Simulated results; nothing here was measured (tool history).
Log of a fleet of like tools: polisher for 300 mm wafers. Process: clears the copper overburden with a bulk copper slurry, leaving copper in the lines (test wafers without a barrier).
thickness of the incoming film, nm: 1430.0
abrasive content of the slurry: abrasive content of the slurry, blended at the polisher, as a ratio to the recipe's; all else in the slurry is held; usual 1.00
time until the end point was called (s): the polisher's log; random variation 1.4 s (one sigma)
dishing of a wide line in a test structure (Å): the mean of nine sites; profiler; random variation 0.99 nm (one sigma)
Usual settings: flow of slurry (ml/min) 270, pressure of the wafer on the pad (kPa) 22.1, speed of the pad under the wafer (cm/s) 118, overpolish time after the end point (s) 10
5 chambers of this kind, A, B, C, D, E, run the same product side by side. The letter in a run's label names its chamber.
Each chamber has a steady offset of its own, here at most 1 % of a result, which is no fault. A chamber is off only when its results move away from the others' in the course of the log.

| run | day | flow of slurry (ml/min) | pressure of the wafer on the pad (kPa) | speed of the pad under the wafer (cm/s) | abrasive content of the slurry | overpolish time after the end point (s) | wafers polished on this pad | hours since the slurry nozzle was cleaned | hours since the head pressure was calibrated | hours since the slurry blender was calibrated | time until the end point was called (s) | dishing of a wide line in a test structure (Å) |
|---|---|---|---|---|---|---|---|---|---|---|---|---|
| 1B | 0.379 | 270 | 22.1 | 118 | 1.00 | 10 | 250 | 48.3 | 34.2 | 260.8 | 126.70 | 390.93 |
| 2C | 0.600 | 270 | 22.1 | 118 | 1.00 | 10 | 536 | 120.9 | 435.8 | 256.1 | 130.83 | 414.67 |
| 3E | 0.779 | 270 | 22.1 | 118 | 1.00 | 10 | 962 | 211.3 | 637.4 | 324.7 | 132.19 | 411.20 |
| 4A | 1.042 | 270 | 22.1 | 118 | 1.00 | 10 | 859 | 158.8 | 307.3 | 220.4 | 128.95 | 400.86 |
| 5D | 1.321 | 270 | 22.1 | 118 | 0.85 | 6 | 334 | 359.2 | 668.9 | 244.7 | 135.65 | 330.76 |
|  | 1.521 | chamber A: slurry blender recalibrated |
| 6B | 1.692 | 270 | 22.1 | 118 | 0.85 | 6 | 491 | 79.8 | 65.7 | 292.3 | 133.97 | 318.86 |
|  | 1.708 | chamber E: worn pad replaced by a new one |
| 7A | 2.025 | 270 | 22.1 | 118 | 0.85 | 6 | 1039 | 182.4 | 330.9 | 12.2 | 135.73 | 314.08 |
|  | 2.179 | chamber B: slurry blender recalibrated |
| 8D | 2.325 | 270 | 22.1 | 118 | 0.85 | 6 | 518 | 383.3 | 693.0 | 268.8 | 138.95 | 311.99 |
| 9E | 2.558 | 270 | 22.1 | 118 | 0.85 | 6 | 156 | 254.0 | 680.1 | 367.4 | 136.97 | 328.99 |
| 10C | 2.846 | 270 | 22.1 | 118 | 1.00 | 10 | 948 | 174.8 | 489.7 | 310.0 | 133.96 | 399.53 |
|  | 2.925 | chamber A: worn pad replaced by a new one |
| 11C | 3.196 | 270 | 22.1 | 118 | 1.00 | 10 | 1012 | 183.2 | 498.1 | 318.4 | 132.69 | 433.36 |
|  | 3.321 | chamber D: head pressure recalibrated |
| 12B | 3.446 | 270 | 22.1 | 118 | 1.00 | 10 | 813 | 121.9 | 107.8 | 30.4 | 129.19 | 426.15 |
|  | 3.829 | chamber E: slurry blender recalibrated |
| 13D | 3.838 | 270 | 22.1 | 118 | 1.00 | 10 | 796 | 419.6 | 12.4 | 305.1 | 132.06 | 430.49 |
| 14A | 4.142 | 270 | 22.1 | 118 | 1.00 | 10 | 223 | 233.2 | 381.7 | 63.0 | 130.57 | 395.34 |
| 15E | 4.433 | 270 | 22.1 | 118 | 1.00 | 10 | 500 | 299.0 | 725.1 | 14.6 | 130.76 | 424.41 |
| 16A | 4.621 | 270 | 22.1 | 118 | 1.00 | 10 | 311 | 244.7 | 393.2 | 74.5 | 131.73 | 405.69 |
|  | 4.921 | chamber D: worn pad replaced by a new one |
| 17B | 5.021 | 270 | 22.1 | 118 | 1.00 | 10 | 1102 | 159.7 | 145.6 | 68.2 | 128.88 | 418.43 |
| 18D | 5.262 | 270 | 22.1 | 118 | 1.00 | 10 | 63 | 453.8 | 46.6 | 339.3 | 133.48 | 408.52 |
| 19E | 5.538 | 270 | 22.1 | 118 | 1.00 | 10 | 702 | 325.5 | 751.6 | 41.1 | 130.68 | 410.24 |
| 20C | 5.892 | 270 | 22.1 | 118 | 1.00 | 10 | 1506 | 247.9 | 562.8 | 383.1 | 137.86 | 397.44 |
| 21D | 6.096 | 270 | 22.1 | 118 | 1.00 | 10 | 215 | 473.8 | 66.6 | 359.3 | 130.67 | 403.92 |
| 22A | 6.471 | 270 | 22.1 | 118 | 1.00 | 10 | 650 | 289.1 | 437.6 | 118.9 | 130.37 | 418.73 |
| 23E | 6.658 | 270 | 22.1 | 118 | 1.00 | 10 | 908 | 352.4 | 778.5 | 68.0 | 132.79 | 405.01 |
|  | 6.846 | chamber B: worn pad replaced by a new one |
| 24B | 6.929 | 270 | 22.1 | 118 | 1.00 | 10 | 15 | 205.5 | 191.4 | 114.0 | 128.54 | 392.66 |
|  | 6.938 | chamber E: worn pad replaced by a new one |
| 25C | 7.154 | 270 | 22.1 | 118 | 1.00 | 10 | 1738 | 278.2 | 593.1 | 413.4 | 138.66 | 385.29 |
|  | 7.317 | chamber D: slurry blender recalibrated |
| 26D | 7.404 | 270 | 22.1 | 118 | 1.00 | 10 | 456 | 505.2 | 98.0 | 2.2 | 130.49 | 414.08 |
| 27A | 7.758 | 270 | 22.1 | 118 | 1.00 | 10 | 887 | 320.0 | 468.5 | 149.8 | 128.03 | 404.45 |
| 28C | 7.946 | 270 | 22.1 | 102 | 1.30 | 10 | 1883 | 297.2 | 612.1 | 432.4 | 152.45 | 383.35 |
|  | 7.979 | chamber C: slurry blender recalibrated |
| 29B | 8.125 | 270 | 22.1 | 102 | 1.30 | 10 | 235 | 234.2 | 220.1 | 142.7 | 143.19 | 400.69 |
|  | 8.150 | chamber E: head pressure recalibrated |
| 30E | 8.375 | 270 | 22.1 | 102 | 1.30 | 10 | 264 | 393.6 | 5.4 | 109.2 | 144.66 | 391.55 |
| 31C | 8.667 | 270 | 22.1 | 102 | 1.30 | 10 | 2015 | 314.5 | 629.4 | 16.6 | 154.40 | 391.44 |
|  | 8.717 | chamber B: slurry nozzle cleaned |
|  | 8.796 | chamber A: worn pad replaced by a new one |
| 32A | 8.996 | 270 | 22.1 | 102 | 1.30 | 10 | 36 | 349.7 | 498.2 | 179.5 | 142.55 | 396.03 |
| 33B | 9.229 | 270 | 22.1 | 118 | 1.00 | 10 | 437 | 12.4 | 246.6 | 169.2 | 129.23 | 397.14 |
| 34D | 9.467 | 270 | 22.1 | 118 | 1.00 | 10 | 834 | 554.7 | 147.5 | 51.7 | 133.68 | 432.45 |
| 35E | 9.762 | 270 | 22.1 | 118 | 1.00 | 10 | 518 | 426.9 | 38.7 | 142.5 | 134.19 | 385.35 |
| 36C | 10.008 | 270 | 22.1 | 118 | 1.00 | 10 | 2262 | 346.7 | 661.6 | 48.8 | 144.23 | 398.90 |
| 37B | 10.250 | 270 | 22.1 | 118 | 1.00 | 10 | 625 | 36.9 | 271.1 | 193.7 | 131.20 | 410.27 |
|  | 10.329 | chamber D: worn pad replaced by a new one |
| 38A | 10.525 | 270 | 22.1 | 118 | 1.00 | 10 | 317 | 386.4 | 534.9 | 216.2 | 130.99 | 412.10 |
| 39E | 10.729 | 270 | 22.1 | 118 | 1.00 | 10 | 696 | 450.1 | 61.9 | 165.7 | 131.19 | 402.73 |
| 40D | 10.992 | 270 | 22.1 | 118 | 1.00 | 10 | 121 | 591.3 | 184.1 | 88.3 | 129.53 | 407.90 |
| 41B | 11.200 | 270 | 22.1 | 118 | 1.00 | 10 | 799 | 59.7 | 293.9 | 216.5 | 127.70 | 416.26 |

All 5 chambers run these settings next. Forecast each chamber's results:
| 42A | 11.483 | 270 | 22.1 | 118 | 1.00 | 10 |  |  |  |  | ? | ? |
| 42B | 11.483 | 270 | 22.1 | 118 | 1.00 | 10 |  |  |  |  | ? | ? |
| 42C | 11.483 | 270 | 22.1 | 118 | 1.00 | 10 |  |  |  |  | ? | ? |
| 42D | 11.483 | 270 | 22.1 | 118 | 1.00 | 10 |  |  |  |  | ? | ? |
| 42E | 11.483 | 270 | 22.1 | 118 | 1.00 | 10 |  |  |  |  | ? | ? |

| run | time until the end point was called (s) | dishing of a wide line in a test structure (Å) |
|---|---|---|
| 42A | 130.40 | 415.06 |
| 42B | 128.92 | 418.42 |
| 42C | 143.73 | 404.80 |
| 42D | 130.13 | 412.34 |
| 42E | 129.80 | 413.94 |
